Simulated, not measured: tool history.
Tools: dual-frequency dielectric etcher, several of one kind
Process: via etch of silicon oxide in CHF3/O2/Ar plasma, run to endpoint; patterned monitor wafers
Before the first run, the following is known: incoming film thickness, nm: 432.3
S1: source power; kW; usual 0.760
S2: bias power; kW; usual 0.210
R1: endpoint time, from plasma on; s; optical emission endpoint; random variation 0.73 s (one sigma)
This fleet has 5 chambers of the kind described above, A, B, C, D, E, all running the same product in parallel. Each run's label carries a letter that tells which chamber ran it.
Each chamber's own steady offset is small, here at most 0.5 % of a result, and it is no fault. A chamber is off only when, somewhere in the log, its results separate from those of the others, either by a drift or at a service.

At day 0.367: chamber B: wet clean of the chamber.
Run 1D, day 0.383: usual settings. Result: R1 190.26 s.
At day 0.558: chamber D: wet clean of the chamber.
Run 2B, day 0.600: usual settings. Result: R1 189.43 s.
Run 3C, day 0.796: usual settings. Result: R1 190.64 s.
Run 4A, day 1.233: usual settings. Result: R1 191.20 s.
Run 5E, day 1.579: usual settings. Result: R1 190.76 s.
Run 6A, day 2.017: usual settings. Result: R1 189.84 s.
Run 7D, day 2.350: usual settings. Result: R1 190.04 s.
At day 2.517: chamber A: bias power generator calibrated.
Run 8C, day 2.721: usual settings but S2 0.248 kW. Result: R1 178.37 s.
Run 9E, day 3.075: usual settings but S2 0.248 kW. Result: R1 180.28 s.
Run 10B, day 3.462: usual settings but S2 0.248 kW. Result: R1 178.90 s.
Run 11A, day 3.746: usual settings but S2 0.248 kW. Result: R1 179.42 s.
Run 12B, day 4.117: usual settings but S2 0.248 kW. Result: R1 179.96 s.
Run 13E, day 4.317: usual settings but S1 0.850 kW, S2 0.186 kW. Result: R1 189.01 s.
Run 14C, day 4.679: usual settings but S1 0.850 kW, S2 0.186 kW. Result: R1 187.30 s.
Run 15D, day 4.892: usual settings but S1 0.850 kW, S2 0.186 kW. Result: R1 189.01 s.
Run 16C, day 5.242: usual settings but S1 0.850 kW, S2 0.186 kW. Result: R1 186.30 s.
Run 17E, day 5.679: usual settings but S1 0.850 kW, S2 0.186 kW. Result: R1 188.86 s.
Run 18B, day 5.917: usual settings but S2 0.170 kW. Result: R1 203.26 s.
Run 19D, day 6.158: usual settings but S2 0.170 kW. Result: R1 203.43 s.
Run 20A, day 6.554: usual settings but S2 0.170 kW. Result: R1 203.36 s.
Run 21D, day 6.792: usual settings but S2 0.170 kW. Result: R1 205.38 s.
Run 22C, day 6.988: usual settings but S2 0.170 kW. Result: R1 198.58 s.
Run 23E, day 7.279: usual settings. Result: R1 190.89 s.
Run 24B, day 7.650: usual settings. Result: R1 190.05 s.
Run 25A, day 8.062: usual settings. Result: R1 190.44 s.
Run 26A, day 8.342: usual settings. Result: R1 190.44 s.
Run 27B, day 8.675: usual settings. Result: R1 188.21 s.
Run 28E, day 8.958: usual settings. Result: R1 189.64 s.
Run 29D, day 9.325: usual settings. Result: R1 189.56 s.
Run 30C, day 9.604: usual settings. Result: R1 182.99 s.

The same settings go to every chamber for the next run, one line per chamber below. Forecast the results for each:
Run 31A, day 9.925: usual settings. Result: R1 ?.
Run 31B, day 9.925: usual settings. Result: R1 ?.
Run 31C, day 9.925: usual settings. Result: R1 ?.
Run 31D, day 9.925: usual settings. Result: R1 ?.
Run 31E, day 9.925: usual settings. Result: R1 ?.

run      R1
31A  188.92
31B  189.26
31C  182.55
31D  190.24
31E  190.98
